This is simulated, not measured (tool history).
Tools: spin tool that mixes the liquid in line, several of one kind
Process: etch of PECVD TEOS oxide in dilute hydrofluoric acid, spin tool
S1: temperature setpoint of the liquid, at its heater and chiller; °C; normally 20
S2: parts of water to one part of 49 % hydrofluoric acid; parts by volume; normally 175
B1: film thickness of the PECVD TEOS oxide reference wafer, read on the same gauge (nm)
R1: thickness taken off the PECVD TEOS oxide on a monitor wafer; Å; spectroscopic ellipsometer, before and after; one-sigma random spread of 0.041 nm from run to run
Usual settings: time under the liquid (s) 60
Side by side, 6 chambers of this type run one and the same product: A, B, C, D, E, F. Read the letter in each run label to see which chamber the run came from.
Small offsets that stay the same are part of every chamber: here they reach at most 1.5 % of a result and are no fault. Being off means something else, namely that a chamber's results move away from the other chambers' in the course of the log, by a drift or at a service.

{"run": "1A", "hour": 5.7, "S1": 20, "S2": 175, "time under the liquid (s)": 60, "B1": 119.99, "R1": 45.455}
{"run": "2E", "hour": 15.8, "S1": 20, "S2": 175, "time under the liquid (s)": 60, "B1": 119.99, "R1": 45.298}
{"run": "3B", "hour": 22.5, "S1": 20, "S2": 175, "time under the liquid (s)": 60, "B1": 120.02, "R1": 45.664}
{"run": "4F", "hour": 28.1, "S1": 20, "S2": 175, "time under the liquid (s)": 60, "B1": 119.99, "R1": 44.58}
{"run": "5D", "hour": 33.0, "S1": 20, "S2": 175, "time under the liquid (s)": 60, "B1": 119.98, "R1": 45.866}
{"run": "6C", "hour": 41.2, "S1": 20, "S2": 175, "time under the liquid (s)": 60, "B1": 120.0, "R1": 45.947}
{"run": "7C", "hour": 51.7, "S1": 20, "S2": 175, "time under the liquid (s)": 60, "B1": 119.99, "R1": 45.909}
{"run": "8E", "hour": 60.3, "S1": 20, "S2": 175, "time under the liquid (s)": 60, "B1": 119.98, "R1": 45.53}
{"run": "9B", "hour": 69.5, "S1": 20, "S2": 175, "time under the liquid (s)": 45, "B1": 119.98, "R1": 34.196}
{"run": "10F", "hour": 77.2, "S1": 20, "S2": 175, "time under the liquid (s)": 45, "B1": 119.99, "R1": 33.592}
{"run": "11A", "hour": 83.0, "S1": 20, "S2": 175, "time under the liquid (s)": 45, "B1": 120.04, "R1": 34.058}
{"run": "12D", "hour": 89.0, "S1": 20, "S2": 175, "time under the liquid (s)": 45, "B1": 120.03, "R1": 34.17}
{"run": "13D", "hour": 98.4, "S1": 20, "S2": 175, "time under the liquid (s)": 45, "B1": 120.02, "R1": 34.173}
{"run": "14A", "hour": 104.0, "S1": 20, "S2": 175, "time under the liquid (s)": 45, "B1": 119.99, "R1": 33.629}
{"run": "15B", "hour": 110.6, "S1": 23, "S2": 225, "time under the liquid (s)": 60, "B1": 119.96, "R1": 37.61}
{"run": "16E", "hour": 116.7, "S1": 23, "S2": 225, "time under the liquid (s)": 60, "B1": 120.0, "R1": 37.318}
{"run": "17F", "hour": 126.5, "S1": 23, "S2": 225, "time under the liquid (s)": 60, "B1": 120.02, "R1": 37.527}
{"run": "18C", "hour": 137.1, "S1": 23, "S2": 225, "time under the liquid (s)": 60, "B1": 120.03, "R1": 38.107}
{"run": "19A", "hour": 147.1, "S1": 23, "S2": 225, "time under the liquid (s)": 60, "B1": 120.0, "R1": 37.186}
{"run": "20E", "hour": 156.7, "S1": 23, "S2": 225, "time under the liquid (s)": 60, "B1": 120.01, "R1": 38.028}
{"run": "21B", "hour": 166.2, "S1": 20, "S2": 175, "time under the liquid (s)": 60, "B1": 119.98, "R1": 45.536}
{"hour": 172.6, "done": "chamber A: hydrofluoric acid flow meter replaced"}
{"run": "22F", "hour": 174.9, "S1": 20, "S2": 175, "time under the liquid (s)": 60, "B1": 119.98, "R1": 44.592}
{"run": "23C", "hour": 181.5, "S1": 20, "S2": 175, "time under the liquid (s)": 60, "B1": 120.0, "R1": 45.894}
{"hour": 184.7, "done": "chamber A: thermometer replaced"}
{"run": "24D", "hour": 187.2, "S1": 20, "S2": 175, "time under the liquid (s)": 60, "B1": 120.01, "R1": 45.079}
{"run": "25F", "hour": 194.9, "S1": 20, "S2": 235, "time under the liquid (s)": 60, "B1": 120.03, "R1": 31.894}
{"run": "26D", "hour": 205.3, "S1": 20, "S2": 235, "time under the liquid (s)": 60, "B1": 120.01, "R1": 32.248}
{"run": "27B", "hour": 212.5, "S1": 20, "S2": 235, "time under the liquid (s)": 60, "B1": 120.0, "R1": 32.174}
{"run": "28C", "hour": 221.6, "S1": 20, "S2": 235, "time under the liquid (s)": 60, "B1": 120.0, "R1": 32.15}
{"run": "29A", "hour": 229.2, "S1": 20, "S2": 235, "time under the liquid (s)": 60, "B1": 120.01, "R1": 31.865}
{"run": "30E", "hour": 235.9, "S1": 20, "S2": 235, "time under the liquid (s)": 60, "B1": 120.01, "R1": 33.953}
{"run": "31B", "hour": 244.9, "S1": 20, "S2": 175, "time under the liquid (s)": 60, "B1": 119.98, "R1": 45.677}
{"run": "32C", "hour": 249.7, "S1": 20, "S2": 175, "time under the liquid (s)": 60, "B1": 119.99, "R1": 45.168}
{"run": "33D", "hour": 255.8, "S1": 20, "S2": 175, "time under the liquid (s)": 60, "B1": 119.98, "R1": 45.587}
{"run": "34E", "hour": 260.6, "S1": 20, "S2": 175, "time under the liquid (s)": 60, "B1": 120.01, "R1": 47.914}
{"run": "35A", "hour": 266.4, "S1": 20, "S2": 175, "time under the liquid (s)": 60, "B1": 119.98, "R1": 45.294}
{"run": "36F", "hour": 272.0, "S1": 20, "S2": 175, "time under the liquid (s)": 60, "B1": 120.03, "R1": 44.338}
{"run": "37F", "hour": 282.4, "S1": 20, "S2": 175, "time under the liquid (s)": 60, "B1": 120.03, "R1": 44.43}
{"run": "38B", "hour": 287.8, "S1": 20, "S2": 105, "time under the liquid (s)": 75, "B1": 120.01, "R1": 101.58}
{"run": "39D", "hour": 294.5, "S1": 20, "S2": 105, "time under the liquid (s)": 75, "B1": 119.98, "R1": 103.7}
{"run": "40E", "hour": 302.3, "S1": 20, "S2": 105, "time under the liquid (s)": 75, "B1": 120.03, "R1": 106.94}
{"run": "41C", "hour": 311.8, "S1": 20, "S2": 105, "time under the liquid (s)": 75, "B1": 119.99, "R1": 101.23}
{"run": "42A", "hour": 321.3, "S1": 20, "S2": 105, "time under the liquid (s)": 75, "B1": 120.0, "R1": 101.48}
{"run": "43A", "hour": 330.2, "S1": 20, "S2": 105, "time under the liquid (s)": 75, "B1": 120.0, "R1": 102.85}
{"run": "44B", "hour": 338.5, "S1": 20, "S2": 175, "time under the liquid (s)": 60, "B1": 119.99, "R1": 45.376}

What goes on in this fleet: one chamber off, a drifting gauge, or nothing beyond the chambers' own small offsets? Name the chamber and the cause, if any.

It is chamber E that slowly wanders off from its peers.
Likeliest cause: hydrofluoric acid flow above the setpoint (%) = 6.44.
With only this log, it may be confused with: liquid hotter than its thermometer reads (K).

Chamber E could run next with any of the 4 candidate recipes listed below; each alters the usual settings, and their results appear as question marks. Which one brings its results back in line with what the other chambers deliver on the usual settings?
To be in line, a result may differ from the other chambers' mean on the usual settings by at most: R1 1.500 Å
{"run": "45E-1", "hour": 346.1, "S1": 20.0, "S2": 195, "time under the liquid (s)": 60, "R1": "?"}
{"run": "45E-2", "hour": 346.1, "S1": 21.5, "S2": 175, "time under the liquid (s)": 60, "R1": "?"}
{"run": "45E-3", "hour": 346.1, "S1": 20.0, "S2": 185, "time under the liquid (s)": 60, "R1": "?"}
{"run": "45E-4", "hour": 346.1, "S1": 20.0, "S2": 165, "time under the liquid (s)": 65, "R1": "?"}

Average result of the remaining chambers running the usual settings: R1 45.428 Å
run=45E-1 R1=42.651
run=45E-2 R1=51.367
run=45E-3 R1=45.400
run=45E-4 R1=56.260
The answer is 45E-3, which returns the chamber to within the allowed miss of the others.
